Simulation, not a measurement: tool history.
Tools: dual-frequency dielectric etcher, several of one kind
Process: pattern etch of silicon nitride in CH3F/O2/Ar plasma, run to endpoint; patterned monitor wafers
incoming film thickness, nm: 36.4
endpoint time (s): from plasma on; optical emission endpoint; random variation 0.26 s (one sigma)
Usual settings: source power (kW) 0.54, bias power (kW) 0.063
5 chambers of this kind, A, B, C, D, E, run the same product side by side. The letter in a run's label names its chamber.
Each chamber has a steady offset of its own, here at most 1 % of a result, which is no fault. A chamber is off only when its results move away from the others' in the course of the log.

run   hour  source power (kW)  bias power (kW)  hours since the last wet clean  hours since the last source power generator calibration  hours since the last bias power generator calibration  endpoint time (s)
 1B   16.1               0.54            0.063                           670.1                                                   2261.1                                                 3627.4             49.583
      25.6  -- chamber B: wet clean of the chamber
 2D   25.9               0.54            0.063                           123.7                                                    654.6                                                  977.5             49.029
 3A   33.7               0.54            0.063                           260.9                                                   4433.9                                                  519.2              48.49
 4E   43.3               0.54            0.063                           199.9                                                   1556.6                                                 1345.2             49.193
 5C   54.6               0.43            0.077                           186.2                                                   4457.8                                                    324             50.291
 6B   68.1               0.43            0.077                            42.6                                                   2313.1                                                 3679.4             50.117
 7E   82.3               0.43            0.077                           238.9                                                   1595.6                                                 1384.2             50.602
 8D     91               0.43            0.077                           188.8                                                    719.7                                                 1042.6             50.326
 9A   99.9               0.43            0.077                           327.1                                                   4500.1                                                  585.4             49.548
     101.9  -- chamber B: bias power generator calibrated
10C  107.8               0.54             0.07                           239.4                                                     4511                                                  377.2             47.712
11E  121.2               0.54             0.07                           277.8                                                   1634.5                                                 1423.1             47.577
12C    130               0.54             0.07                           261.6                                                   4533.2                                                  399.4             47.328
13A    138               0.54             0.07                           365.2                                                   4538.2                                                  623.5             46.881
14B  151.6               0.54             0.07                           126.1                                                   2396.6                                                   49.7             47.719
     157.4  -- chamber A: wet clean of the chamber
15D  162.6               0.54            0.063                           260.4                                                    791.3                                                 1114.2             49.624
16C  175.4               0.54            0.063                             307                                                   4578.6                                                  444.8              49.43
17D  190.6               0.54            0.063                           288.4                                                    819.3                                                 1142.2             49.313
     196.4  -- chamber C: source power generator calibrated
18E    204               0.54            0.052                           360.6                                                   1717.3                                                 1505.9             52.683
19B  218.8               0.54            0.052                           193.3                                                   2463.8                                                  116.9              51.98
20A  228.5               0.54            0.052                            71.1                                                   4628.7                                                    714             51.767
21C  242.5               0.54            0.052                           374.1                                                     46.2                                                  511.9             52.591
22B  254.5               0.54            0.052                             229                                                   2499.5                                                  152.6             52.545
     261.6  -- chamber E: wet clean of the chamber
23A  270.5               0.54            0.063                           113.1                                                   4670.7                                                    756             48.624
24E    284               0.54            0.063                            22.5                                                   1797.3                                                 1585.9             47.579
25D  295.3               0.54            0.063                           393.1                                                      924                                                 1246.9             49.946
26D    311               0.45            0.063                           408.8                                                    939.7                                                 1262.6             52.742
27A    325               0.45            0.063                           167.6                                                   4725.2                                                  810.5             52.146
28E  332.9               0.45            0.063                            71.4                                                   1846.2                                                 1634.8             50.894
29B  348.2               0.45            0.063                           322.7                                                   2593.2                                                  246.3             52.864
30C  360.2               0.45            0.063                           491.8                                                    163.9                                                  629.6             53.223
     367.6  -- chamber D: wet clean of the chamber
       368  -- chamber A: source power generator calibrated
31D  370.1               0.54            0.063                             2.6                                                    998.8                                                 1321.7             49.176
32A  382.2               0.54            0.063                           224.8                                                     14.2                                                  867.7             48.828
33E    398               0.54            0.063                           136.5                                                   1911.3                                                 1699.9             47.509
34C  406.6               0.54            0.074                           538.2                                                    210.3                                                    676             47.012
35B  418.8               0.54            0.074                           393.3                                                   2663.8                                                  316.9             46.446
36A  429.9               0.54            0.074                           272.5                                                     61.9                                                  915.4             46.209
37D  444.4               0.54            0.074                            76.9                                                   1073.1                                                   1396             46.586

Is one chamber off against the others, does the gauge drift, or is nothing wrong? If a chamber is off, say which, and what the likeliest cause is.

A service left chamber E off against the others.
Cause: etch rate over this chamber's usual, % = 3.77.

Here are 4 candidates for chamber E's next run, each the usual settings with a change, their results left as question marks. Which one brings its results back in line with what the others give on the usual settings?
In line means no further than this from the other chambers' mean on the usual settings: endpoint time (s) 0.9
38E-1  455.9               0.54             0.05                                                                                                                                                                  ?
38E-2  455.9               0.49            0.063                                                                                                                                                                  ?
38E-3  455.9               0.54            0.076                                                                                                                                                                  ?
38E-4  455.9               0.59            0.063                                                                                                                                                                  ?

The other chambers' mean on the usual settings: endpoint time (s) 49.137
  run  endpoint time (s)
38E-1             51.364
38E-2             49.537
38E-3             44.841
38E-4             46.152
38E-2 brings the chamber back in line.
